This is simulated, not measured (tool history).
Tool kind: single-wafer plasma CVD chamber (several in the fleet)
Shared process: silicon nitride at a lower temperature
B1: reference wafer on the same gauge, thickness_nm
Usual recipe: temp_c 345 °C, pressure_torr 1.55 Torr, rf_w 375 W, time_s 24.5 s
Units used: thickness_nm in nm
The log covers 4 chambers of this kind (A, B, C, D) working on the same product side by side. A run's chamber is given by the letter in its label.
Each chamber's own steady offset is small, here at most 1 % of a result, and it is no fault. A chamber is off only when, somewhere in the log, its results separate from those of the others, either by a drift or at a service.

{"run": "1B", "hour": 14.2, "temp_c": 345, "pressure_torr": 1.55, "rf_w": 375, "time_s": 24.5, "B1": 38.464, "thickness_nm": 33.301}
{"run": "2D", "hour": 21.6, "temp_c": 345, "pressure_torr": 1.55, "rf_w": 375, "time_s": 24.5, "B1": 38.459, "thickness_nm": 33.119}
{"run": "3C", "hour": 31.1, "temp_c": 345, "pressure_torr": 1.55, "rf_w": 375, "time_s": 24.5, "B1": 38.467, "thickness_nm": 32.979}
{"run": "4A", "hour": 40.5, "temp_c": 345, "pressure_torr": 1.55, "rf_w": 375, "time_s": 24.5, "B1": 38.517, "thickness_nm": 33.034}
{"run": "5C", "hour": 52.1, "temp_c": 345, "pressure_torr": 1.55, "rf_w": 375, "time_s": 24.5, "B1": 38.508, "thickness_nm": 33.111}
{"run": "6B", "hour": 62.5, "temp_c": 345, "pressure_torr": 1.55, "rf_w": 375, "time_s": 24.5, "B1": 38.503, "thickness_nm": 33.199}
{"run": "7A", "hour": 77.2, "temp_c": 345, "pressure_torr": 1.55, "rf_w": 375, "time_s": 24.5, "B1": 38.512, "thickness_nm": 32.923}
{"run": "8D", "hour": 86.9, "temp_c": 345, "pressure_torr": 1.55, "rf_w": 375, "time_s": 24.5, "B1": 38.497, "thickness_nm": 32.938}
{"run": "9C", "hour": 95.6, "temp_c": 345, "pressure_torr": 1.55, "rf_w": 375, "time_s": 24.5, "B1": 38.482, "thickness_nm": 33.213}
{"run": "10A", "hour": 102.2, "temp_c": 345, "pressure_torr": 1.82, "rf_w": 435, "time_s": 24.5, "B1": 38.463, "thickness_nm": 37.792}
{"run": "11D", "hour": 113.1, "temp_c": 345, "pressure_torr": 1.82, "rf_w": 435, "time_s": 24.5, "B1": 38.517, "thickness_nm": 37.941}
{"run": "12B", "hour": 124.7, "temp_c": 345, "pressure_torr": 1.82, "rf_w": 435, "time_s": 24.5, "B1": 38.5, "thickness_nm": 37.966}
{"run": "13C", "hour": 139.7, "temp_c": 345, "pressure_torr": 1.82, "rf_w": 435, "time_s": 24.5, "B1": 38.462, "thickness_nm": 37.982}
{"run": "14A", "hour": 147.8, "temp_c": 345, "pressure_torr": 1.55, "rf_w": 375, "time_s": 24.5, "B1": 38.507, "thickness_nm": 32.873}
{"run": "15B", "hour": 154.4, "temp_c": 351, "pressure_torr": 1.42, "rf_w": 375, "time_s": 24.5, "B1": 38.498, "thickness_nm": 32.402}
{"run": "16D", "hour": 162.0, "temp_c": 351, "pressure_torr": 1.42, "rf_w": 375, "time_s": 24.5, "B1": 38.442, "thickness_nm": 31.983}
{"run": "17D", "hour": 170.1, "temp_c": 351, "pressure_torr": 1.42, "rf_w": 375, "time_s": 24.5, "B1": 38.498, "thickness_nm": 31.942}
{"run": "18A", "hour": 182.1, "temp_c": 351, "pressure_torr": 1.42, "rf_w": 375, "time_s": 24.5, "B1": 38.51, "thickness_nm": 31.731}
{"run": "19B", "hour": 196.1, "temp_c": 345, "pressure_torr": 1.55, "rf_w": 375, "time_s": 24.5, "B1": 38.496, "thickness_nm": 33.294}
{"run": "20C", "hour": 207.6, "temp_c": 345, "pressure_torr": 1.55, "rf_w": 375, "time_s": 24.5, "B1": 38.498, "thickness_nm": 32.977}
{"run": "21B", "hour": 217.9, "temp_c": 345, "pressure_torr": 1.55, "rf_w": 350, "time_s": 24.5, "B1": 38.489, "thickness_nm": 31.82}
{"run": "22A", "hour": 226.0, "temp_c": 345, "pressure_torr": 1.55, "rf_w": 350, "time_s": 24.5, "B1": 38.494, "thickness_nm": 31.393}
{"hour": 231.1, "done": "chamber C: RF generator calibrated"}
{"run": "23D", "hour": 233.9, "temp_c": 345, "pressure_torr": 1.55, "rf_w": 350, "time_s": 24.5, "B1": 38.518, "thickness_nm": 31.686}
{"run": "24C", "hour": 245.6, "temp_c": 345, "pressure_torr": 1.55, "rf_w": 350, "time_s": 24.5, "B1": 38.497, "thickness_nm": 31.531}
{"run": "25A", "hour": 255.5, "temp_c": 345, "pressure_torr": 1.55, "rf_w": 375, "time_s": 24.5, "B1": 38.501, "thickness_nm": 32.966}
{"hour": 259.8, "done": "chamber D: capacitance manometer re-zeroed and calibrated"}
{"run": "26B", "hour": 266.1, "temp_c": 345, "pressure_torr": 1.55, "rf_w": 375, "time_s": 24.5, "B1": 38.475, "thickness_nm": 33.364}
{"run": "27C", "hour": 279.0, "temp_c": 345, "pressure_torr": 1.55, "rf_w": 375, "time_s": 24.5, "B1": 38.49, "thickness_nm": 33.034}
{"run": "28D", "hour": 293.6, "temp_c": 345, "pressure_torr": 1.55, "rf_w": 375, "time_s": 24.5, "B1": 38.494, "thickness_nm": 33.072}
{"run": "29B", "hour": 305.0, "temp_c": 345, "pressure_torr": 1.55, "rf_w": 375, "time_s": 24.5, "B1": 38.534, "thickness_nm": 33.145}

Each of the 4 chambers runs these same settings next. Fill in every chamber's results:
{"run": "30A", "hour": 315.8, "temp_c": 345, "pressure_torr": 1.55, "rf_w": 375, "time_s": 24.5, "thickness_nm": "?"}
{"run": "30B", "hour": 315.8, "temp_c": 345, "pressure_torr": 1.55, "rf_w": 375, "time_s": 24.5, "thickness_nm": "?"}
{"run": "30C", "hour": 315.8, "temp_c": 345, "pressure_torr": 1.55, "rf_w": 375, "time_s": 24.5, "thickness_nm": "?"}
{"run": "30D", "hour": 315.8, "temp_c": 345, "pressure_torr": 1.55, "rf_w": 375, "time_s": 24.5, "thickness_nm": "?"}

run=30A thickness_nm=32.808
run=30B thickness_nm=33.22
run=30C thickness_nm=32.933
run=30D thickness_nm=33.202

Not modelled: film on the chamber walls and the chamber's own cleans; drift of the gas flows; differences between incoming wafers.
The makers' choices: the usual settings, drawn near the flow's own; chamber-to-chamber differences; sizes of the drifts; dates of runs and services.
